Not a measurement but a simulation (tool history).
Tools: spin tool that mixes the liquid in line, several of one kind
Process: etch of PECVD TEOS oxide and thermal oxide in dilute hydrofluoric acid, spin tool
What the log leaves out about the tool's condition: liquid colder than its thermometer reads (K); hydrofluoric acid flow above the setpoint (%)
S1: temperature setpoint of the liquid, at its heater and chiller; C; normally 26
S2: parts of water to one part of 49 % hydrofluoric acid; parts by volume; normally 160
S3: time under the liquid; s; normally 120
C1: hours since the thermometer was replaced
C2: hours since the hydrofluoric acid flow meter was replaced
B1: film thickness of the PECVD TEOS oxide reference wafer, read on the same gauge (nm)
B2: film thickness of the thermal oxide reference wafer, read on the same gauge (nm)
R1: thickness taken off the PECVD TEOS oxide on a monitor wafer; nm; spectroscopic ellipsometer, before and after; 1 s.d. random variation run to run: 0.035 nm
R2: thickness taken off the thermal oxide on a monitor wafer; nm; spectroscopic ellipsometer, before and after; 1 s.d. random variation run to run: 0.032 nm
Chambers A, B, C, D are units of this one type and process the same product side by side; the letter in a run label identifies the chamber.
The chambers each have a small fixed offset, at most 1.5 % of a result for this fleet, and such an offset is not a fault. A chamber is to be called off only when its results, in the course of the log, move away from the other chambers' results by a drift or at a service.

run 1B hour=5 | S1=26 S2=160 S3=120 | C1=394.4 C2=840 | B1=79.991 B2=130.05 | R1=7.3209 R2=3.6063
-- hour=8.5 chamber A: thermometer replaced
run 2A hour=10.7 | S1=26 S2=160 S3=120 | C1=2.3 C2=899.2 | B1=80.004 B2=129.97 | R1=7.3472 R2=3.5928
run 3D hour=16.1 | S1=26 S2=160 S3=120 | C1=1383.5 C2=450 | B1=79.991 B2=129.96 | R1=7.2784 R2=3.5409
run 4C hour=20.9 | S1=26 S2=160 S3=120 | C1=332.1 C2=633.3 | B1=79.986 B2=129.98 | R1=7.452 R2=3.5916
run 5A hour=26.5 | S1=26 S2=160 S3=120 | C1=18.1 C2=915 | B1=80.003 B2=129.96 | R1=7.337 R2=3.6113
run 6B hour=31.3 | S1=26 S2=160 S3=120 | C1=420.7 C2=866.3 | B1=80.001 B2=130.01 | R1=7.3091 R2=3.6887
run 7C hour=34 | S1=26 S2=160 S3=120 | C1=345.2 C2=646.4 | B1=80.007 B2=129.94 | R1=7.3885 R2=3.6471
run 8D hour=38.4 | S1=26 S2=160 S3=120 | C1=1405.8 C2=472.3 | B1=80.003 B2=129.94 | R1=7.2899 R2=3.5288
run 9C hour=44.2 | S1=26 S2=160 S3=120 | C1=355.4 C2=656.6 | B1=80.013 B2=130 | R1=7.4411 R2=3.6432
run 10B hour=49.4 | S1=26 S2=160 S3=120 | C1=438.8 C2=884.4 | B1=79.999 B2=129.95 | R1=7.3404 R2=3.5934
run 11A hour=55.5 | S1=26 S2=160 S3=120 | C1=47.1 C2=944 | B1=80.013 B2=129.99 | R1=7.3725 R2=3.5693
run 12D hour=59.1 | S1=26 S2=160 S3=120 | C1=1426.5 C2=493 | B1=79.997 B2=129.97 | R1=7.313 R2=3.5925
run 13C hour=63.1 | S1=26 S2=160 S3=120 | C1=374.3 C2=675.5 | B1=80.004 B2=130.02 | R1=7.4263 R2=3.5982
run 14B hour=66.9 | S1=26 S2=160 S3=120 | C1=456.3 C2=901.9 | B1=79.982 B2=129.99 | R1=7.3176 R2=3.61
run 15D hour=69.9 | S1=26 S2=160 S3=120 | C1=1437.3 C2=503.8 | B1=79.993 B2=130 | R1=7.3717 R2=3.5658
run 16A hour=73.1 | S1=26 S2=160 S3=120 | C1=64.7 C2=961.6 | B1=80.012 B2=130.01 | R1=7.4208 R2=3.6609
run 17D hour=77 | S1=26 S2=160 S3=120 | C1=1444.4 C2=510.9 | B1=80.013 B2=130.01 | R1=7.3372 R2=3.5729
run 18A hour=81.3 | S1=26 S2=160 S3=120 | C1=72.9 C2=969.8 | B1=79.986 B2=130 | R1=7.3611 R2=3.6301
run 19C hour=84.4 | S1=26 S2=160 S3=120 | C1=395.6 C2=696.8 | B1=79.987 B2=130 | R1=7.3901 R2=3.6435
run 20B hour=87.9 | S1=26 S2=160 S3=120 | C1=477.3 C2=922.9 | B1=80.006 B2=130.02 | R1=7.3051 R2=3.6269
-- hour=89.9 chamber D: hydrofluoric acid flow meter replaced
run 21A hour=90.6 | S1=26 S2=160 S3=120 | C1=82.2 C2=979.1 | B1=79.992 B2=130.01 | R1=7.3749 R2=3.5834
run 22B hour=93.9 | S1=26 S2=160 S3=120 | C1=483.3 C2=928.9 | B1=80.027 B2=130 | R1=7.3201 R2=3.6134
run 23C hour=96.5 | S1=26 S2=160 S3=120 | C1=407.7 C2=708.9 | B1=79.998 B2=130.01 | R1=7.437 R2=3.58
run 24D hour=101.6 | S1=26 S2=160 S3=120 | C1=1469 C2=11.7 | B1=79.998 B2=130.02 | R1=7.3545 R2=3.5493
run 25C hour=106.9 | S1=26 S2=160 S3=120 | C1=418.1 C2=719.3 | B1=80.01 B2=130.02 | R1=7.4292 R2=3.5823
run 26B hour=109.8 | S1=26 S2=160 S3=120 | C1=499.2 C2=944.8 | B1=79.981 B2=130.01 | R1=7.3559 R2=3.635
run 27D hour=114 | S1=26 S2=160 S3=120 | C1=1481.4 C2=24.1 | B1=80.013 B2=130 | R1=7.3309 R2=3.5845
run 28A hour=119.5 | S1=26 S2=95 S3=170 | C1=111.1 C2=1008 | B1=79.998 B2=129.98 | R1=19.432 R2=9.3634

For the next run the whole fleet of 4 chambers uses the same settings. Give each chamber's results:
run 29A hour=123.8 | S1=28.5 S2=160 S3=120 | R1=? R2=?
run 29B hour=123.8 | S1=28.5 S2=160 S3=120 | R1=? R2=?
run 29C hour=123.8 | S1=28.5 S2=160 S3=120 | R1=? R2=?
run 29D hour=123.8 | S1=28.5 S2=160 S3=120 | R1=? R2=?

run=29A R1=8.1214 R2=3.9357
run=29B R1=8.0092 R2=3.9898
run=29C R1=8.1542 R2=4.0012
run=29D R1=8.041 R2=3.9198
